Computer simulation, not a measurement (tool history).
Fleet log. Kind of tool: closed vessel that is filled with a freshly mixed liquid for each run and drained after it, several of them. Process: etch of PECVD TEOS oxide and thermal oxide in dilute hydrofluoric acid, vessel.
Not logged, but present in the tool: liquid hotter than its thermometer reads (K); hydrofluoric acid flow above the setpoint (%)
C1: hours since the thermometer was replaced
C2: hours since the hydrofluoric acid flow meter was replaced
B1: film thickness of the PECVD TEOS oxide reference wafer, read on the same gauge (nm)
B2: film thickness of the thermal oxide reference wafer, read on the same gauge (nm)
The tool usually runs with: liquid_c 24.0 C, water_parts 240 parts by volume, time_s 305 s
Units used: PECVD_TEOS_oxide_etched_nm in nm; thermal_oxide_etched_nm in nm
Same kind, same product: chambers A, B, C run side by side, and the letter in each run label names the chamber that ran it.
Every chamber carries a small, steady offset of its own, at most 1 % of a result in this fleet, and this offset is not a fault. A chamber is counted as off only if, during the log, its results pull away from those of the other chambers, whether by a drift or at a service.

{"run": "1C", "hour": 15.2, "liquid_c": 24.0, "water_parts": 240, "time_s": 305, "C1": 1021.0, "C2": 170.6, "B1": 110.0, "B2": 70.004, "PECVD_TEOS_oxide_etched_nm": 20.757, "thermal_oxide_etched_nm": 5.0843}
{"run": "2B", "hour": 29.1, "liquid_c": 24.0, "water_parts": 240, "time_s": 305, "C1": 1282.8, "C2": 232.2, "B1": 110.0, "B2": 70.01, "PECVD_TEOS_oxide_etched_nm": 20.76, "thermal_oxide_etched_nm": 5.0484}
{"run": "3A", "hour": 44.2, "liquid_c": 24.0, "water_parts": 240, "time_s": 305, "C1": 901.0, "C2": 1262.0, "B1": 109.99, "B2": 70.013, "PECVD_TEOS_oxide_etched_nm": 20.922, "thermal_oxide_etched_nm": 5.1122}
{"run": "4C", "hour": 58.6, "liquid_c": 24.0, "water_parts": 240, "time_s": 305, "C1": 1064.4, "C2": 214.0, "B1": 110.0, "B2": 70.013, "PECVD_TEOS_oxide_etched_nm": 20.701, "thermal_oxide_etched_nm": 5.1112}
{"run": "5B", "hour": 74.4, "liquid_c": 24.0, "water_parts": 240, "time_s": 305, "C1": 1328.1, "C2": 277.5, "B1": 109.99, "B2": 69.998, "PECVD_TEOS_oxide_etched_nm": 20.62, "thermal_oxide_etched_nm": 5.0631}
{"run": "6A", "hour": 85.9, "liquid_c": 24.0, "water_parts": 240, "time_s": 305, "C1": 942.7, "C2": 1303.7, "B1": 110.0, "B2": 69.99, "PECVD_TEOS_oxide_etched_nm": 20.999, "thermal_oxide_etched_nm": 5.1555}
{"run": "7B", "hour": 101.7, "liquid_c": 24.0, "water_parts": 240, "time_s": 305, "C1": 1355.4, "C2": 304.8, "B1": 110.04, "B2": 69.988, "PECVD_TEOS_oxide_etched_nm": 20.701, "thermal_oxide_etched_nm": 5.0998}
{"run": "8A", "hour": 113.0, "liquid_c": 24.0, "water_parts": 240, "time_s": 305, "C1": 969.8, "C2": 1330.8, "B1": 109.99, "B2": 69.998, "PECVD_TEOS_oxide_etched_nm": 20.919, "thermal_oxide_etched_nm": 5.1264}
{"run": "9C", "hour": 124.4, "liquid_c": 24.0, "water_parts": 240, "time_s": 305, "C1": 1130.2, "C2": 279.8, "B1": 110.02, "B2": 70.013, "PECVD_TEOS_oxide_etched_nm": 20.733, "thermal_oxide_etched_nm": 5.0884}
{"run": "10B", "hour": 135.4, "liquid_c": 24.0, "water_parts": 240, "time_s": 305, "C1": 1389.1, "C2": 338.5, "B1": 109.98, "B2": 69.999, "PECVD_TEOS_oxide_etched_nm": 20.606, "thermal_oxide_etched_nm": 5.1079}
{"run": "11A", "hour": 145.2, "liquid_c": 24.0, "water_parts": 240, "time_s": 305, "C1": 1002.0, "C2": 1363.0, "B1": 110.0, "B2": 70.022, "PECVD_TEOS_oxide_etched_nm": 21.036, "thermal_oxide_etched_nm": 5.1541}
{"run": "12C", "hour": 159.3, "liquid_c": 24.0, "water_parts": 240, "time_s": 305, "C1": 1165.1, "C2": 314.7, "B1": 110.02, "B2": 70.001, "PECVD_TEOS_oxide_etched_nm": 20.672, "thermal_oxide_etched_nm": 5.0802}
{"run": "13C", "hour": 173.6, "liquid_c": 24.0, "water_parts": 240, "time_s": 305, "C1": 1179.4, "C2": 329.0, "B1": 110.01, "B2": 70.004, "PECVD_TEOS_oxide_etched_nm": 20.684, "thermal_oxide_etched_nm": 5.1122}
{"hour": 180.4, "done": "chamber A: hydrofluoric acid flow meter replaced"}
{"run": "14B", "hour": 186.7, "liquid_c": 24.0, "water_parts": 240, "time_s": 305, "C1": 1440.4, "C2": 389.8, "B1": 110.01, "B2": 70.008, "PECVD_TEOS_oxide_etched_nm": 20.728, "thermal_oxide_etched_nm": 5.1069}
{"run": "15A", "hour": 200.5, "liquid_c": 24.0, "water_parts": 240, "time_s": 305, "C1": 1057.3, "C2": 20.1, "B1": 110.0, "B2": 69.996, "PECVD_TEOS_oxide_etched_nm": 21.252, "thermal_oxide_etched_nm": 5.1767}
{"run": "16B", "hour": 214.9, "liquid_c": 24.0, "water_parts": 240, "time_s": 305, "C1": 1468.6, "C2": 418.0, "B1": 110.0, "B2": 69.99, "PECVD_TEOS_oxide_etched_nm": 20.615, "thermal_oxide_etched_nm": 5.0993}
{"run": "17A", "hour": 227.1, "liquid_c": 24.0, "water_parts": 240, "time_s": 305, "C1": 1083.9, "C2": 46.7, "B1": 110.0, "B2": 70.01, "PECVD_TEOS_oxide_etched_nm": 21.26, "thermal_oxide_etched_nm": 5.1726}
{"run": "18C", "hour": 237.9, "liquid_c": 24.0, "water_parts": 240, "time_s": 305, "C1": 1243.7, "C2": 393.3, "B1": 110.0, "B2": 70.009, "PECVD_TEOS_oxide_etched_nm": 20.671, "thermal_oxide_etched_nm": 5.091}
{"run": "19B", "hour": 251.8, "liquid_c": 24.0, "water_parts": 240, "time_s": 305, "C1": 1505.5, "C2": 454.9, "B1": 110.0, "B2": 69.965, "PECVD_TEOS_oxide_etched_nm": 20.638, "thermal_oxide_etched_nm": 5.1164}
{"run": "20C", "hour": 261.1, "liquid_c": 24.0, "water_parts": 240, "time_s": 305, "C1": 1266.9, "C2": 416.5, "B1": 110.02, "B2": 70.004, "PECVD_TEOS_oxide_etched_nm": 20.731, "thermal_oxide_etched_nm": 5.0577}
{"run": "21A", "hour": 269.4, "liquid_c": 24.0, "water_parts": 180, "time_s": 305, "C1": 1126.2, "C2": 89.0, "B1": 109.99, "B2": 70.023, "PECVD_TEOS_oxide_etched_nm": 30.104, "thermal_oxide_etched_nm": 7.4105}
{"run": "22C", "hour": 283.9, "liquid_c": 24.0, "water_parts": 180, "time_s": 305, "C1": 1289.7, "C2": 439.3, "B1": 110.0, "B2": 70.001, "PECVD_TEOS_oxide_etched_nm": 29.206, "thermal_oxide_etched_nm": 7.245}
{"run": "23B", "hour": 293.7, "liquid_c": 24.0, "water_parts": 180, "time_s": 305, "C1": 1547.4, "C2": 496.8, "B1": 109.99, "B2": 70.0, "PECVD_TEOS_oxide_etched_nm": 29.48, "thermal_oxide_etched_nm": 7.2772}
{"run": "24A", "hour": 309.3, "liquid_c": 24.0, "water_parts": 240, "time_s": 305, "C1": 1166.1, "C2": 128.9, "B1": 110.0, "B2": 70.0, "PECVD_TEOS_oxide_etched_nm": 21.185, "thermal_oxide_etched_nm": 5.2061}
{"run": "25C", "hour": 319.1, "liquid_c": 24.0, "water_parts": 240, "time_s": 305, "C1": 1324.9, "C2": 474.5, "B1": 110.02, "B2": 70.001, "PECVD_TEOS_oxide_etched_nm": 20.885, "thermal_oxide_etched_nm": 5.0724}
{"run": "26A", "hour": 328.1, "liquid_c": 24.0, "water_parts": 240, "time_s": 305, "C1": 1184.9, "C2": 147.7, "B1": 109.99, "B2": 70.019, "PECVD_TEOS_oxide_etched_nm": 21.37, "thermal_oxide_etched_nm": 5.2439}
{"run": "27B", "hour": 341.9, "liquid_c": 24.0, "water_parts": 240, "time_s": 305, "C1": 1595.6, "C2": 545.0, "B1": 109.99, "B2": 69.985, "PECVD_TEOS_oxide_etched_nm": 20.707, "thermal_oxide_etched_nm": 5.1389}
{"run": "28A", "hour": 358.0, "liquid_c": 24.0, "water_parts": 240, "time_s": 305, "C1": 1214.8, "C2": 177.6, "B1": 110.03, "B2": 69.995, "PECVD_TEOS_oxide_etched_nm": 21.551, "thermal_oxide_etched_nm": 5.2394}
{"run": "29B", "hour": 365.7, "liquid_c": 27.5, "water_parts": 240, "time_s": 215, "C1": 1619.4, "C2": 568.8, "B1": 110.0, "B2": 70.007, "PECVD_TEOS_oxide_etched_nm": 16.459, "thermal_oxide_etched_nm": 4.0546}
{"hour": 368.5, "done": "chamber C: hydrofluoric acid flow meter replaced"}
{"run": "30C", "hour": 378.7, "liquid_c": 27.5, "water_parts": 240, "time_s": 215, "C1": 1384.5, "C2": 10.3, "B1": 109.97, "B2": 70.002, "PECVD_TEOS_oxide_etched_nm": 16.5, "thermal_oxide_etched_nm": 4.075}
{"run": "31A", "hour": 388.8, "liquid_c": 27.5, "water_parts": 240, "time_s": 215, "C1": 1245.6, "C2": 208.4, "B1": 110.0, "B2": 70.02, "PECVD_TEOS_oxide_etched_nm": 17.209, "thermal_oxide_etched_nm": 4.2136}
{"run": "32B", "hour": 399.7, "liquid_c": 24.0, "water_parts": 240, "time_s": 305, "C1": 1653.4, "C2": 602.8, "B1": 110.0, "B2": 70.015, "PECVD_TEOS_oxide_etched_nm": 20.673, "thermal_oxide_etched_nm": 5.1246}
{"run": "33C", "hour": 407.0, "liquid_c": 24.0, "water_parts": 240, "time_s": 305, "C1": 1412.8, "C2": 38.6, "B1": 110.01, "B2": 69.982, "PECVD_TEOS_oxide_etched_nm": 20.767, "thermal_oxide_etched_nm": 5.0792}
{"run": "34C", "hour": 416.7, "liquid_c": 24.0, "water_parts": 240, "time_s": 305, "C1": 1422.5, "C2": 48.3, "B1": 110.0, "B2": 70.017, "PECVD_TEOS_oxide_etched_nm": 20.832, "thermal_oxide_etched_nm": 5.1047}
{"run": "35A", "hour": 432.0, "liquid_c": 24.0, "water_parts": 240, "time_s": 305, "C1": 1288.8, "C2": 251.6, "B1": 109.99, "B2": 69.975, "PECVD_TEOS_oxide_etched_nm": 21.557, "thermal_oxide_etched_nm": 5.2638}

Next, all 3 chambers run the settings below, one line each with question marks for the results. What does each chamber give?
{"run": "36A", "hour": 443.8, "liquid_c": 24.0, "water_parts": 240, "time_s": 305, "PECVD_TEOS_oxide_etched_nm": "?", "thermal_oxide_etched_nm": "?"}
{"run": "36B", "hour": 443.8, "liquid_c": 24.0, "water_parts": 240, "time_s": 305, "PECVD_TEOS_oxide_etched_nm": "?", "thermal_oxide_etched_nm": "?"}
{"run": "36C", "hour": 443.8, "liquid_c": 24.0, "water_parts": 240, "time_s": 305, "PECVD_TEOS_oxide_etched_nm": "?", "thermal_oxide_etched_nm": "?"}

run=36A PECVD_TEOS_oxide_etched_nm=21.631 thermal_oxide_etched_nm=5.2721
run=36B PECVD_TEOS_oxide_etched_nm=20.658 thermal_oxide_etched_nm=5.0901
run=36C PECVD_TEOS_oxide_etched_nm=20.660 thermal_oxide_etched_nm=5.1119

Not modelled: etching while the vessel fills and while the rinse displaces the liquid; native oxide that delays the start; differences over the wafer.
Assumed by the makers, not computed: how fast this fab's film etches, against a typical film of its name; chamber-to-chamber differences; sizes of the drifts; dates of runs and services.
